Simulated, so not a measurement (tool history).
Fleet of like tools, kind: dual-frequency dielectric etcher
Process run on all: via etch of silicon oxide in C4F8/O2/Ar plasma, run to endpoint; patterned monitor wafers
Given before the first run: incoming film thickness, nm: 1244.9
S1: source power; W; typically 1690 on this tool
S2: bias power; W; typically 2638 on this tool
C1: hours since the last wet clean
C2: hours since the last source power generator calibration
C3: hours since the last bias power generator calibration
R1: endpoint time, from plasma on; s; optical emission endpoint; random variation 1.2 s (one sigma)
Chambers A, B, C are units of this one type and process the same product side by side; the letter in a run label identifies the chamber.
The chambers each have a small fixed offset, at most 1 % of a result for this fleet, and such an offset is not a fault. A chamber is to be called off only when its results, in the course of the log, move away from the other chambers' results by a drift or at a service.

run	day	S1	S2	C1	C2	C3	R1
# day 0.221: chamber B: wet clean of the chamber
1C	0.408	1690	2638	62.9	656.4	4286.8	239.95
2A	0.771	1690	2638	335.4	2125.8	818.9	244.49
3B	1.267	1690	2638	25.1	4063.3	1015.2	244.14
4A	1.525	1690	2638	353.5	2143.9	837	243.92
5C	1.896	1690	2638	98.6	692.1	4322.5	244.17
6B	2.354	1690	2638	51.2	4089.4	1041.3	241.61
# day 2.446: chamber A: wet clean of the chamber
7B	2.829	1690	2638	62.6	4100.8	1052.7	242.96
8A	3.167	1480	2324	17.3	2183.3	876.4	268.43
9C	3.654	1480	2324	140.8	734.3	4364.7	264.89
10B	4.017	1480	2324	91.1	4129.3	1081.2	263.49
11A	4.379	1690	2638	46.4	2212.4	905.5	244.25
12C	4.862	1690	2638	169.8	763.3	4393.7	242.85
13A	5.321	1690	2638	69	2235	928.1	244.58
14C	5.608	1440	2237	187.7	781.2	4411.6	268.61
15B	5.888	1440	2237	136	4174.2	1126.1	271.82
16A	6.371	1440	2237	94.2	2260.2	953.3	272.65
17C	6.75	1690	2981	215.1	808.6	4439	231.71
18B	7.054	1690	2981	164	4202.2	1154.1	232.83
19B	7.512	1690	2981	175	4213.2	1165.1	233.5
20C	7.983	1990	2638	244.7	838.2	4468.6	223.81
# day 8.279: chamber B: source power generator calibrated
21A	8.408	1990	2638	143.1	2309.1	1002.2	229.04
22C	8.821	1990	2638	264.8	858.3	4488.7	224.73
23A	9.058	1690	2638	158.7	2324.7	1017.8	245.47
24B	9.479	1690	2638	222.2	28.8	1212.3	244.08
25A	9.975	1690	2638	180.7	2346.7	1039.8	243.98
26B	10.262	1690	2638	241	47.6	1231.1	242.86

Is one chamber off against the others, does the gauge drift, or is nothing wrong? If a chamber is off, say which, and what the likeliest cause is.

No chamber is off and the gauge is stable; the differences are just each chamber's small, constant offset.
